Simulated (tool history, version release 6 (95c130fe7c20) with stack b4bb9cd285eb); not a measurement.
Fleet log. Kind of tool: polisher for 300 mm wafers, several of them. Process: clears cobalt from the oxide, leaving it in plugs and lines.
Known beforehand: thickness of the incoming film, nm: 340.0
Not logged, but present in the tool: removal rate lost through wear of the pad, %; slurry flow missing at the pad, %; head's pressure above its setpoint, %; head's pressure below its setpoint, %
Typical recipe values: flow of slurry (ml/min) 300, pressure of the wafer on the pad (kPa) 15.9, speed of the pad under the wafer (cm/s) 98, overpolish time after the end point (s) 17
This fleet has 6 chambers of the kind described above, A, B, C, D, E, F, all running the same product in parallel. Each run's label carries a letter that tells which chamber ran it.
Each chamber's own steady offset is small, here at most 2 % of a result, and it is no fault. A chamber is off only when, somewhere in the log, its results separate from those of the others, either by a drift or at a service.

| run | hour | flow of slurry (ml/min) | pressure of the wafer on the pad (kPa) | speed of the pad under the wafer (cm/s) | overpolish time after the end point (s) | wafers polished on this pad | hours since the slurry nozzle was cleaned | hours since the head pressure was calibrated | time until the end point was called (s) | dishing of a wide line in a test structure (nm) |
|---|---|---|---|---|---|---|---|---|---|---|
|  | 4.2 | chamber F: worn pad replaced by a new one |
| 1F | 4.7 | 300 | 15.9 | 98 | 17 | 5 | 242.2 | 654.2 | 71.515 | 41.382 |
|  | 7.0 | chamber D: worn pad replaced by a new one |
| 2D | 8.8 | 300 | 15.9 | 98 | 17 | 18 | 416.4 | 691.0 | 70.208 | 42.464 |
| 3B | 13.0 | 300 | 15.9 | 98 | 17 | 361 | 26.0 | 344.3 | 70.723 | 42.769 |
|  | 14.5 | chamber C: worn pad replaced by a new one |
| 4E | 16.6 | 300 | 15.9 | 98 | 17 | 926 | 22.0 | 418.9 | 71.819 | 41.486 |
| 5C | 19.2 | 300 | 15.9 | 98 | 17 | 46 | 555.9 | 510.7 | 72.034 | 40.636 |
| 6A | 21.4 | 300 | 15.9 | 98 | 17 | 875 | 202.0 | 1086.1 | 73.233 | 41.170 |
| 7C | 25.6 | 300 | 15.9 | 98 | 17 | 110 | 562.3 | 517.1 | 71.192 | 40.948 |
| 8F | 30.1 | 300 | 15.9 | 98 | 17 | 257 | 267.6 | 679.6 | 70.566 | 41.781 |
| 9E | 33.6 | 300 | 15.9 | 98 | 17 | 1095 | 39.0 | 435.9 | 71.046 | 42.712 |
| 10B | 36.4 | 300 | 15.9 | 98 | 17 | 593 | 49.4 | 367.7 | 70.719 | 42.781 |
| 11D | 40.9 | 300 | 15.9 | 98 | 17 | 336 | 448.5 | 723.1 | 72.541 | 42.416 |
| 12A | 43.2 | 300 | 15.9 | 98 | 17 | 1092 | 223.8 | 1107.9 | 72.120 | 41.505 |
|  | 45.9 | chamber A: worn pad replaced by a new one |
| 13E | 46.8 | 300 | 15.9 | 98 | 17 | 1226 | 52.2 | 449.1 | 72.366 | 43.816 |
| 14B | 49.8 | 300 | 15.9 | 98 | 17 | 726 | 62.8 | 381.1 | 71.793 | 42.233 |
|  | 52.6 | chamber E: worn pad replaced by a new one |
| 15F | 54.4 | 300 | 15.9 | 98 | 17 | 498 | 291.9 | 703.9 | 71.517 | 41.444 |
|  | 55.6 | chamber B: worn pad replaced by a new one |
| 16C | 57.1 | 300 | 15.9 | 98 | 17 | 422 | 593.8 | 548.6 | 71.539 | 41.041 |
| 17D | 61.4 | 300 | 15.9 | 98 | 17 | 539 | 469.0 | 743.6 | 70.469 | 43.117 |
| 18A | 64.2 | 300 | 15.9 | 98 | 17 | 181 | 244.8 | 1128.9 | 72.459 | 40.295 |
| 19F | 67.2 | 300 | 15.9 | 98 | 17 | 625 | 304.7 | 716.7 | 70.462 | 41.784 |
|  | 68.2 | chamber D: worn pad replaced by a new one |
|  | 70.7 | chamber C: worn pad replaced by a new one |
| 20B | 71.1 | 300 | 15.9 | 98 | 17 | 154 | 84.1 | 402.4 | 71.207 | 42.477 |
|  | 73.1 | chamber B: head pressure recalibrated |
| 21C | 74.8 | 300 | 15.9 | 98 | 17 | 41 | 611.5 | 566.3 | 72.771 | 41.357 |
|  | 76.0 | chamber E: head pressure recalibrated |
| 22E | 79.2 | 300 | 15.9 | 98 | 17 | 264 | 84.6 | 3.3 | 72.237 | 42.402 |
| 23D | 82.9 | 300 | 15.9 | 98 | 17 | 146 | 490.5 | 765.1 | 70.980 | 44.545 |
|  | 86.2 | chamber F: worn pad replaced by a new one |
| 24A | 86.5 | 300 | 15.9 | 98 | 17 | 403 | 267.1 | 1151.2 | 72.098 | 41.950 |
| 25C | 88.8 | 300 | 15.9 | 98 | 17 | 180 | 625.5 | 580.3 | 71.796 | 42.113 |
| 26A | 93.3 | 300 | 15.9 | 98 | 17 | 470 | 273.9 | 1158.0 | 73.545 | 41.226 |
| 27F | 97.7 | 300 | 15.9 | 98 | 17 | 114 | 335.2 | 747.2 | 69.475 | 41.538 |
| 28E | 102.2 | 300 | 15.9 | 84 | 22 | 492 | 107.6 | 26.3 | 82.872 | 46.034 |
| 29D | 106.6 | 300 | 15.9 | 84 | 22 | 381 | 514.2 | 788.8 | 83.380 | 43.015 |
| 30B | 109.7 | 300 | 15.9 | 84 | 22 | 537 | 122.7 | 36.7 | 84.543 | 45.540 |
| 31C | 112.8 | 300 | 15.9 | 84 | 22 | 418 | 649.5 | 604.3 | 82.209 | 44.274 |
| 32A | 116.5 | 300 | 15.9 | 84 | 22 | 700 | 297.1 | 1181.2 | 84.111 | 43.070 |
| 33B | 119.5 | 300 | 15.9 | 84 | 22 | 634 | 132.5 | 46.5 | 80.912 | 44.397 |
| 34E | 122.8 | 300 | 15.9 | 98 | 17 | 696 | 128.2 | 46.9 | 72.238 | 41.792 |
| 35D | 126.9 | 300 | 15.9 | 98 | 17 | 583 | 534.5 | 809.1 | 72.749 | 40.591 |
| 36F | 130.6 | 300 | 15.9 | 98 | 17 | 440 | 368.1 | 780.1 | 69.926 | 41.012 |
| 37B | 135.2 | 300 | 15.9 | 98 | 17 | 789 | 148.2 | 62.2 | 70.274 | 42.277 |

Predict what each chamber gives when all 6 of them run the settings below next.
| 38A | 138.6 | 300 | 15.9 | 98 | 13 |  |  |  | ? | ? |
| 38B | 138.6 | 300 | 15.9 | 98 | 13 |  |  |  | ? | ? |
| 38C | 138.6 | 300 | 15.9 | 98 | 13 |  |  |  | ? | ? |
| 38D | 138.6 | 300 | 15.9 | 98 | 13 |  |  |  | ? | ? |
| 38E | 138.6 | 300 | 15.9 | 98 | 13 |  |  |  | ? | ? |
| 38F | 138.6 | 300 | 15.9 | 98 | 13 |  |  |  | ? | ? |

| run | time until the end point was called (s) | dishing of a wide line in a test structure (nm) |
|---|---|---|
| 38A | 72.437 | 36.529 |
| 38B | 71.248 | 36.911 |
| 38C | 69.631 | 36.728 |
| 38D | 71.771 | 37.760 |
| 38E | 71.512 | 37.383 |
| 38F | 70.841 | 36.964 |
